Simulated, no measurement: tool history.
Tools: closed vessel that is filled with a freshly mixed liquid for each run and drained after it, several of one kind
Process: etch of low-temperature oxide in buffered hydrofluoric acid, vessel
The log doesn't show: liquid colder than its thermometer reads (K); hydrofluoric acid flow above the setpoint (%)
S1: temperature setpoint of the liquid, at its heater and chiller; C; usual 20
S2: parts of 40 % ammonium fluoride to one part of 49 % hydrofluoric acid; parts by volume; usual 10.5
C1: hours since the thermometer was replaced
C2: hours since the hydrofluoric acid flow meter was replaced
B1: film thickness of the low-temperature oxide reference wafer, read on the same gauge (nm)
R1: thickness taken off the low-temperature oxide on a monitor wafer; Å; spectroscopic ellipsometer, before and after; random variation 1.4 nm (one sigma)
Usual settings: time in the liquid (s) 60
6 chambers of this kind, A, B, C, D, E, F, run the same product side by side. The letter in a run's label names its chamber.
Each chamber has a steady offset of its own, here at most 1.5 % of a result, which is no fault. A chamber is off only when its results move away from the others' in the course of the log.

run 1B day=0.438 | S1=20 S2=10.5 time_in_the_liquid_(s)=60 | C1=668.0 C2=1383.3 | B1=39.972 | R1=3084.6
run 2D day=0.788 | S1=20 S2=10.5 time_in_the_liquid_(s)=60 | C1=465.2 C2=745.4 | B1=40.008 | R1=3060.6
run 3F day=1.146 | S1=20 S2=10.5 time_in_the_liquid_(s)=60 | C1=1705.9 C2=309.8 | B1=40.055 | R1=3020.2
run 4C day=1.533 | S1=20 S2=10.5 time_in_the_liquid_(s)=60 | C1=163.4 C2=460.7 | B1=39.991 | R1=3046.2
run 5A day=1.771 | S1=20 S2=10.5 time_in_the_liquid_(s)=60 | C1=105.7 C2=1604.2 | B1=40.023 | R1=3049.3
run 6E day=2.133 | S1=20 S2=10.5 time_in_the_liquid_(s)=60 | C1=53.7 C2=491.3 | B1=40.030 | R1=3088.9
run 7B day=2.467 | S1=20 S2=10.5 time_in_the_liquid_(s)=60 | C1=716.7 C2=1432.0 | B1=39.995 | R1=3062.1
run 8A day=2.683 | S1=20 S2=10.5 time_in_the_liquid_(s)=60 | C1=127.6 C2=1626.1 | B1=40.014 | R1=3088.7
run 9D day=3.112 | S1=20 S2=10.5 time_in_the_liquid_(s)=60 | C1=521.0 C2=801.2 | B1=40.003 | R1=3061.0
run 10E day=3.338 | S1=20 S2=10.5 time_in_the_liquid_(s)=60 | C1=82.6 C2=520.2 | B1=39.994 | R1=3076.1
run 11F day=3.679 | S1=20 S2=9.0 time_in_the_liquid_(s)=85 | C1=1766.7 C2=370.6 | B1=40.010 | R1=4818.8
run 12C day=4.038 | S1=20 S2=9.0 time_in_the_liquid_(s)=85 | C1=223.5 C2=520.8 | B1=40.009 | R1=4813.4
run 13C day=4.417 | S1=20 S2=9.0 time_in_the_liquid_(s)=85 | C1=232.6 C2=529.9 | B1=39.964 | R1=4810.1
run 14A day=4.817 | S1=20 S2=9.0 time_in_the_liquid_(s)=85 | C1=178.8 C2=1677.3 | B1=39.973 | R1=4822.3
run 15B day=5.175 | S1=20 S2=9.0 time_in_the_liquid_(s)=85 | C1=781.7 C2=1497.0 | B1=39.992 | R1=4839.5
run 16E day=5.488 | S1=20 S2=9.0 time_in_the_liquid_(s)=85 | C1=134.2 C2=571.8 | B1=40.013 | R1=4811.5
run 17D day=5.808 | S1=20 S2=10.5 time_in_the_liquid_(s)=60 | C1=585.7 C2=865.9 | B1=39.995 | R1=3074.0
run 18F day=6.221 | S1=20 S2=10.5 time_in_the_liquid_(s)=60 | C1=1827.7 C2=431.6 | B1=39.987 | R1=3002.3
run 19D day=6.692 | S1=20 S2=10.5 time_in_the_liquid_(s)=60 | C1=606.9 C2=887.1 | B1=40.025 | R1=3090.7
run 20E day=7.154 | S1=20 S2=10.5 time_in_the_liquid_(s)=60 | C1=174.2 C2=611.8 | B1=40.006 | R1=3067.8
run 21B day=7.446 | S1=20 S2=10.5 time_in_the_liquid_(s)=60 | C1=836.2 C2=1551.5 | B1=39.976 | R1=3012.6
run 22A day=7.900 | S1=20 S2=10.5 time_in_the_liquid_(s)=60 | C1=252.8 C2=1751.3 | B1=39.997 | R1=3028.6
run 23F day=8.167 | S1=20 S2=10.5 time_in_the_liquid_(s)=60 | C1=1874.4 C2=478.3 | B1=39.962 | R1=3021.1
run 24C day=8.575 | S1=20 S2=10.5 time_in_the_liquid_(s)=60 | C1=332.4 C2=629.7 | B1=39.996 | R1=3017.9
run 25C day=8.912 | S1=20 S2=10.5 time_in_the_liquid_(s)=80 | C1=340.5 C2=637.8 | B1=39.962 | R1=4071.0
run 26A day=9.246 | S1=20 S2=10.5 time_in_the_liquid_(s)=80 | C1=285.1 C2=1783.6 | B1=39.987 | R1=4064.7
run 27B day=9.667 | S1=20 S2=10.5 time_in_the_liquid_(s)=80 | C1=889.5 C2=1604.8 | B1=40.011 | R1=4005.4
run 28E day=10.117 | S1=20 S2=10.5 time_in_the_liquid_(s)=80 | C1=245.3 C2=682.9 | B1=40.057 | R1=4078.2
run 29D day=10.567 | S1=20 S2=10.5 time_in_the_liquid_(s)=80 | C1=699.9 C2=980.1 | B1=39.993 | R1=4147.9
run 30F day=10.800 | S1=20 S2=10.5 time_in_the_liquid_(s)=80 | C1=1937.6 C2=541.5 | B1=39.990 | R1=4052.9
-- day=10.996 chamber F: hydrofluoric acid flow meter replaced
run 31C day=11.112 | S1=20 S2=10.5 time_in_the_liquid_(s)=60 | C1=393.3 C2=690.6 | B1=40.003 | R1=3035.1
run 32F day=11.550 | S1=20 S2=10.5 time_in_the_liquid_(s)=60 | C1=1955.6 C2=13.3 | B1=40.024 | R1=3006.9
run 33B day=11.946 | S1=23 S2=10.5 time_in_the_liquid_(s)=60 | C1=944.2 C2=1659.5 | B1=39.992 | R1=3519.4
run 34E day=12.292 | S1=23 S2=10.5 time_in_the_liquid_(s)=60 | C1=297.5 C2=735.1 | B1=40.030 | R1=3592.3
run 35A day=12.708 | S1=23 S2=10.5 time_in_the_liquid_(s)=60 | C1=368.2 C2=1866.7 | B1=40.030 | R1=3615.9
run 36D day=13.062 | S1=23 S2=10.5 time_in_the_liquid_(s)=60 | C1=759.8 C2=1040.0 | B1=39.984 | R1=3652.0
run 37C day=13.525 | S1=23 S2=10.5 time_in_the_liquid_(s)=60 | C1=451.2 C2=748.5 | B1=40.013 | R1=3579.3

Is one chamber off against the others, does the gauge drift, or is nothing wrong? If a chamber is off, say which, and what the likeliest cause is.

Chamber B drifts away from the others.
Cause: liquid colder than its thermometer reads (K) = 0.547.
The log may not tell that from: hydrofluoric acid flow below the setpoint (%).

Here are 4 candidates for chamber B's next run, each the usual settings with a change, their results left as question marks. Which one brings its results back in line with what the others give on the usual settings?
In line means no further than this from the other chambers' mean on the usual settings: R1 50.0 Å
run 38B-1 day=13.875 | S1=19.5 S2=10.5 time_in_the_liquid_(s)=60 | R1=?
run 38B-2 day=13.875 | S1=19.0 S2=10.5 time_in_the_liquid_(s)=60 | R1=?
run 38B-3 day=13.875 | S1=20.5 S2=10.5 time_in_the_liquid_(s)=60 | R1=?
run 38B-4 day=13.875 | S1=21.0 S2=10.5 time_in_the_liquid_(s)=60 | R1=?

The other chambers' mean on the usual settings: R1 3049.8 Å
run=38B-1 R1=2881.8
run=38B-2 R1=2801.6
run=38B-3 R1=3046.7
run=38B-4 R1=3133.1
38B-3 brings the chamber back in line.

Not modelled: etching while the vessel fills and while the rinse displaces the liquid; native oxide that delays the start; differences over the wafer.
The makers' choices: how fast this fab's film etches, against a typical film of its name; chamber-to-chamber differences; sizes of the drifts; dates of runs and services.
